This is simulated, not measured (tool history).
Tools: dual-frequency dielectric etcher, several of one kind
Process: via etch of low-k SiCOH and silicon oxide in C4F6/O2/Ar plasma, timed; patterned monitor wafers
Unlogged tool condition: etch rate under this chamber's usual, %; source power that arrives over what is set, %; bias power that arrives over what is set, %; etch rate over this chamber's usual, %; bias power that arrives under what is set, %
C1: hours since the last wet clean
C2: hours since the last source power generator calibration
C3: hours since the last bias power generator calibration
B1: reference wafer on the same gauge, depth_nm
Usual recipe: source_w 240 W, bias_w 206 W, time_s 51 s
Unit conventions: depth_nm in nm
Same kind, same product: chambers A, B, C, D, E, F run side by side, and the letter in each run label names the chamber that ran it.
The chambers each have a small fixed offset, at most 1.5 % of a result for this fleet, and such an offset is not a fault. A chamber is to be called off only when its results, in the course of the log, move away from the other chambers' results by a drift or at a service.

{"run": "1B", "day": 0.283, "source_w": 240, "bias_w": 206, "time_s": 51, "C1": 315.6, "C2": 1550.2, "C3": 1630.3, "B1": 117.03, "depth_nm": 113.22}
{"run": "2E", "day": 0.542, "source_w": 240, "bias_w": 206, "time_s": 51, "C1": 117.7, "C2": 1557.4, "C3": 796.2, "B1": 117.07, "depth_nm": 113.27}
{"run": "3D", "day": 0.758, "source_w": 240, "bias_w": 206, "time_s": 51, "C1": 432.6, "C2": 3607.6, "C3": 2193.9, "B1": 117.02, "depth_nm": 114.15}
{"day": 0.888, "done": "chamber F: wet clean of the chamber"}
{"run": "4C", "day": 1.046, "source_w": 240, "bias_w": 206, "time_s": 51, "C1": 134.7, "C2": 3416.9, "C3": 523.2, "B1": 117.1, "depth_nm": 115.04}
{"day": 1.158, "done": "chamber D: wet clean of the chamber"}
{"run": "5A", "day": 1.212, "source_w": 240, "bias_w": 206, "time_s": 51, "C1": 260.7, "C2": 3902.8, "C3": 275.3, "B1": 117.09, "depth_nm": 114.2}
{"run": "6F", "day": 1.454, "source_w": 240, "bias_w": 206, "time_s": 51, "C1": 13.6, "C2": 631, "C3": 1859.8, "B1": 117.13, "depth_nm": 115.54}
{"run": "7F", "day": 1.654, "source_w": 190, "bias_w": 206, "time_s": 51, "C1": 18.4, "C2": 635.8, "C3": 1864.6, "B1": 117.14, "depth_nm": 105.5}
{"run": "8D", "day": 1.788, "source_w": 190, "bias_w": 206, "time_s": 51, "C1": 15.1, "C2": 3632.3, "C3": 2218.6, "B1": 117.1, "depth_nm": 104.51}
{"run": "9C", "day": 1.95, "source_w": 190, "bias_w": 206, "time_s": 51, "C1": 156.4, "C2": 3438.6, "C3": 544.9, "B1": 117.16, "depth_nm": 104.69}
{"run": "10E", "day": 2.212, "source_w": 190, "bias_w": 206, "time_s": 51, "C1": 157.8, "C2": 1597.5, "C3": 836.3, "B1": 117.14, "depth_nm": 103.68}
{"run": "11B", "day": 2.396, "source_w": 190, "bias_w": 206, "time_s": 51, "C1": 366.3, "C2": 1600.9, "C3": 1681, "B1": 117.16, "depth_nm": 103.73}
{"run": "12A", "day": 2.638, "source_w": 190, "bias_w": 206, "time_s": 51, "C1": 294.9, "C2": 3937, "C3": 309.5, "B1": 117.18, "depth_nm": 104.59}
{"run": "13B", "day": 2.812, "source_w": 240, "bias_w": 206, "time_s": 51, "C1": 376.3, "C2": 1610.9, "C3": 1691, "B1": 117.24, "depth_nm": 113.18}
{"run": "14C", "day": 2.95, "source_w": 240, "bias_w": 206, "time_s": 51, "C1": 180.4, "C2": 3462.6, "C3": 568.9, "B1": 117.23, "depth_nm": 115}
{"run": "15A", "day": 3.179, "source_w": 240, "bias_w": 206, "time_s": 51, "C1": 307.9, "C2": 3950, "C3": 322.5, "B1": 117.25, "depth_nm": 114.66}
{"run": "16D", "day": 3.404, "source_w": 240, "bias_w": 206, "time_s": 51, "C1": 53.9, "C2": 3671.1, "C3": 2257.4, "B1": 117.26, "depth_nm": 114.24}
{"run": "17F", "day": 3.671, "source_w": 240, "bias_w": 206, "time_s": 51, "C1": 66.8, "C2": 684.2, "C3": 1913, "B1": 117.26, "depth_nm": 115.81}
{"run": "18E", "day": 3.95, "source_w": 240, "bias_w": 206, "time_s": 51, "C1": 199.5, "C2": 1639.2, "C3": 878, "B1": 117.3, "depth_nm": 113.66}
{"run": "19B", "day": 4.133, "source_w": 240, "bias_w": 206, "time_s": 51, "C1": 408, "C2": 1642.6, "C3": 1722.7, "B1": 117.29, "depth_nm": 113.64}
{"run": "20F", "day": 4.267, "source_w": 240, "bias_w": 206, "time_s": 51, "C1": 81.1, "C2": 698.5, "C3": 1927.3, "B1": 117.36, "depth_nm": 115.65}
{"run": "21A", "day": 4.396, "source_w": 240, "bias_w": 206, "time_s": 51, "C1": 337.1, "C2": 3979.2, "C3": 351.7, "B1": 117.29, "depth_nm": 114.18}
{"run": "22D", "day": 4.675, "source_w": 240, "bias_w": 206, "time_s": 43, "C1": 84.4, "C2": 3701.6, "C3": 2287.9, "B1": 117.37, "depth_nm": 96.482}
{"run": "23C", "day": 4.875, "source_w": 240, "bias_w": 206, "time_s": 43, "C1": 226.6, "C2": 3508.8, "C3": 615.1, "B1": 117.36, "depth_nm": 97.352}
{"run": "24E", "day": 5.125, "source_w": 240, "bias_w": 206, "time_s": 43, "C1": 227.7, "C2": 1667.4, "C3": 906.2, "B1": 117.38, "depth_nm": 95.73}
{"run": "25F", "day": 5.296, "source_w": 240, "bias_w": 206, "time_s": 43, "C1": 105.8, "C2": 723.2, "C3": 1952, "B1": 117.37, "depth_nm": 97.674}
{"run": "26E", "day": 5.488, "source_w": 240, "bias_w": 206, "time_s": 43, "C1": 236.4, "C2": 1676.1, "C3": 914.9, "B1": 117.41, "depth_nm": 95.797}
{"run": "27D", "day": 5.767, "source_w": 240, "bias_w": 206, "time_s": 43, "C1": 110.6, "C2": 3727.8, "C3": 2314.1, "B1": 117.44, "depth_nm": 96.639}
{"run": "28A", "day": 5.912, "source_w": 240, "bias_w": 206, "time_s": 51, "C1": 373.5, "C2": 4015.6, "C3": 388.1, "B1": 117.4, "depth_nm": 114.4}
{"run": "29C", "day": 6.058, "source_w": 240, "bias_w": 206, "time_s": 51, "C1": 255, "C2": 3537.2, "C3": 643.5, "B1": 117.45, "depth_nm": 115.3}
{"run": "30B", "day": 6.204, "source_w": 240, "bias_w": 206, "time_s": 51, "C1": 457.7, "C2": 1692.3, "C3": 1772.4, "B1": 117.45, "depth_nm": 113.25}
{"run": "31A", "day": 6.433, "source_w": 240, "bias_w": 206, "time_s": 51, "C1": 386, "C2": 4028.1, "C3": 400.6, "B1": 117.48, "depth_nm": 114.78}
{"run": "32F", "day": 6.625, "source_w": 240, "bias_w": 206, "time_s": 51, "C1": 137.7, "C2": 755.1, "C3": 1983.9, "B1": 117.46, "depth_nm": 115.77}
{"run": "33E", "day": 6.829, "source_w": 240, "bias_w": 206, "time_s": 51, "C1": 268.6, "C2": 1708.3, "C3": 947.1, "B1": 117.51, "depth_nm": 113.49}
{"run": "34C", "day": 7.025, "source_w": 240, "bias_w": 206, "time_s": 51, "C1": 278.2, "C2": 3560.4, "C3": 666.7, "B1": 117.49, "depth_nm": 114.97}
{"day": 7.054, "done": "chamber B: wet clean of the chamber"}
{"run": "35B", "day": 7.225, "source_w": 240, "bias_w": 206, "time_s": 51, "C1": 4.1, "C2": 1716.8, "C3": 1796.9, "B1": 117.54, "depth_nm": 113.66}
{"run": "36D", "day": 7.396, "source_w": 240, "bias_w": 206, "time_s": 51, "C1": 149.7, "C2": 3766.9, "C3": 2353.2, "B1": 117.56, "depth_nm": 114.26}
{"run": "37A", "day": 7.671, "source_w": 240, "bias_w": 256, "time_s": 43, "C1": 415.7, "C2": 4057.8, "C3": 430.3, "B1": 117.57, "depth_nm": 104.22}
{"run": "38E", "day": 7.858, "source_w": 240, "bias_w": 256, "time_s": 43, "C1": 293.3, "C2": 1733, "C3": 971.8, "B1": 117.56, "depth_nm": 103.51}
{"run": "39F", "day": 8.146, "source_w": 240, "bias_w": 256, "time_s": 43, "C1": 174.2, "C2": 791.6, "C3": 2020.4, "B1": 117.61, "depth_nm": 105.33}

One chamber off, gauge drift, or nothing amiss beyond the chambers' own small offsets? If it is a chamber, which one, and what is the likeliest cause?

The shared gauge is drifting. All chambers look as if they move in step, but none is off.
What lies behind it: gauge reads high (%) = 0.522.
